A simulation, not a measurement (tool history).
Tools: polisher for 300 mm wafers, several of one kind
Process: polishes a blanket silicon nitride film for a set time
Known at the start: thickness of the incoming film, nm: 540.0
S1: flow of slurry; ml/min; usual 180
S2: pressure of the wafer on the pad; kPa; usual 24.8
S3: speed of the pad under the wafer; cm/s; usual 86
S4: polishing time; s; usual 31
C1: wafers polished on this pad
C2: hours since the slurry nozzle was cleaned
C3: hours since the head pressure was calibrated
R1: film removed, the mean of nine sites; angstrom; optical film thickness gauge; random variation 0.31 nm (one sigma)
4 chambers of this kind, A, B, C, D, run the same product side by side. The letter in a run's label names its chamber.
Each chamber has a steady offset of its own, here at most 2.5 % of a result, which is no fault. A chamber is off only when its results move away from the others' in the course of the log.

run 1B hour=2.3 | S1=180 S2=24.8 S3=86 S4=31 | C1=307 C2=127.9 C3=629.4 | R1=406.52
-- hour=4.5 chamber D: worn pad replaced by a new one
run 2A hour=7.1 | S1=180 S2=24.8 S3=86 S4=31 | C1=484 C2=175 C3=1121.8 | R1=400.37
run 3D hour=11.8 | S1=180 S2=24.8 S3=86 S4=31 | C1=91 C2=171.6 C3=305.3 | R1=403.41
run 4C hour=15.6 | S1=180 S2=24.8 S3=86 S4=31 | C1=635 C2=153.1 C3=688.6 | R1=394.97
run 5D hour=19.6 | S1=180 S2=24.8 S3=86 S4=31 | C1=189 C2=179.4 C3=313.1 | R1=399.52
run 6C hour=23.6 | S1=180 S2=27.6 S3=104 S4=31 | C1=735 C2=161.1 C3=696.6 | R1=519.31
-- hour=24.7 chamber D: head pressure recalibrated
run 7A hour=28.7 | S1=180 S2=27.6 S3=104 S4=31 | C1=754 C2=196.6 C3=1143.4 | R1=510.39
-- hour=29.3 chamber C: worn pad replaced by a new one
run 8B hour=32.9 | S1=180 S2=27.6 S3=104 S4=31 | C1=689 C2=158.5 C3=660 | R1=524.51
run 9C hour=36.6 | S1=180 S2=27.6 S3=104 S4=31 | C1=92 C2=174.1 C3=709.6 | R1=513.75
run 10B hour=41 | S1=180 S2=24.8 S3=86 S4=31 | C1=790 C2=166.6 C3=668.1 | R1=402.7
run 11A hour=45.9 | S1=180 S2=18.6 S3=86 S4=31 | C1=968 C2=213.8 C3=1160.6 | R1=300.68
-- hour=47.8 chamber B: worn pad replaced by a new one
run 12D hour=48.8 | S1=180 S2=18.6 S3=86 S4=31 | C1=554 C2=208.6 C3=24.2 | R1=299.18
run 13A hour=51.6 | S1=180 S2=18.6 S3=86 S4=31 | C1=1040 C2=219.5 C3=1166.3 | R1=298.16
-- hour=54.3 chamber A: slurry nozzle cleaned
run 14C hour=56.6 | S1=180 S2=18.6 S3=86 S4=31 | C1=342 C2=194.1 C3=729.6 | R1=303.31
-- hour=59.1 chamber D: worn pad replaced by a new one
-- hour=59.6 chamber D: slurry nozzle cleaned
run 15D hour=61.4 | S1=180 S2=24.8 S3=86 S4=31 | C1=29 C2=1.9 C3=36.8 | R1=399.96
run 16B hour=65.7 | S1=180 S2=24.8 S3=86 S4=31 | C1=224 C2=191.3 C3=692.8 | R1=409.45
run 17D hour=70.1 | S1=180 S2=24.8 S3=86 S4=31 | C1=138 C2=10.6 C3=45.5 | R1=400.9
run 18A hour=74.9 | S1=180 S2=24.8 S3=86 S4=31 | C1=1331 C2=20.6 C3=1189.6 | R1=392.63
-- hour=75.8 chamber B: head pressure recalibrated
run 19B hour=77.8 | S1=180 S2=24.8 S3=86 S4=31 | C1=375 C2=203.4 C3=2.1 | R1=408.99
run 20C hour=80.8 | S1=180 S2=24.8 S3=86 S4=31 | C1=644 C2=218.3 C3=753.8 | R1=399.8
run 21B hour=83.4 | S1=180 S2=24.8 S3=86 S4=31 | C1=445 C2=209 C3=7.7 | R1=406.65
run 22C hour=88.4 | S1=180 S2=24.8 S3=86 S4=31 | C1=739 C2=225.9 C3=761.4 | R1=397.38
-- hour=91.3 chamber A: head pressure recalibrated
run 23A hour=92.9 | S1=180 S2=24.8 S3=86 S4=31 | C1=1556 C2=38.6 C3=1.7 | R1=379.79
run 24D hour=96.8 | S1=150 S2=24.8 S3=102 S4=31 | C1=471 C2=37.3 C3=72.2 | R1=450.28
run 25C hour=100.9 | S1=150 S2=24.8 S3=102 S4=31 | C1=895 C2=238.4 C3=773.9 | R1=447.32
run 26B hour=104.3 | S1=150 S2=24.8 S3=102 S4=31 | C1=706 C2=229.9 C3=28.6 | R1=455.1
run 27A hour=108.5 | S1=150 S2=24.8 S3=102 S4=31 | C1=1750 C2=54.2 C3=17.3 | R1=428.02
run 28D hour=112.3 | S1=180 S2=24.8 S3=86 S4=31 | C1=665 C2=52.8 C3=87.7 | R1=400.36
run 29A hour=117.1 | S1=180 S2=24.8 S3=86 S4=31 | C1=1858 C2=62.8 C3=25.9 | R1=373.94
run 30B hour=119.8 | S1=200 S2=24.8 S3=86 S4=21 | C1=900 C2=245.4 C3=44.1 | R1=281.78

Next, every chamber runs the same settings. What will each give?
run 31A hour=123.5 | S1=215 S2=24.8 S3=86 S4=31 | R1=?
run 31B hour=123.5 | S1=215 S2=24.8 S3=86 S4=31 | R1=?
run 31C hour=123.5 | S1=215 S2=24.8 S3=86 S4=31 | R1=?
run 31D hour=123.5 | S1=215 S2=24.8 S3=86 S4=31 | R1=?

run=31A R1=386.2
run=31B R1=414.94
run=31C R1=410.72
run=31D R1=406.85

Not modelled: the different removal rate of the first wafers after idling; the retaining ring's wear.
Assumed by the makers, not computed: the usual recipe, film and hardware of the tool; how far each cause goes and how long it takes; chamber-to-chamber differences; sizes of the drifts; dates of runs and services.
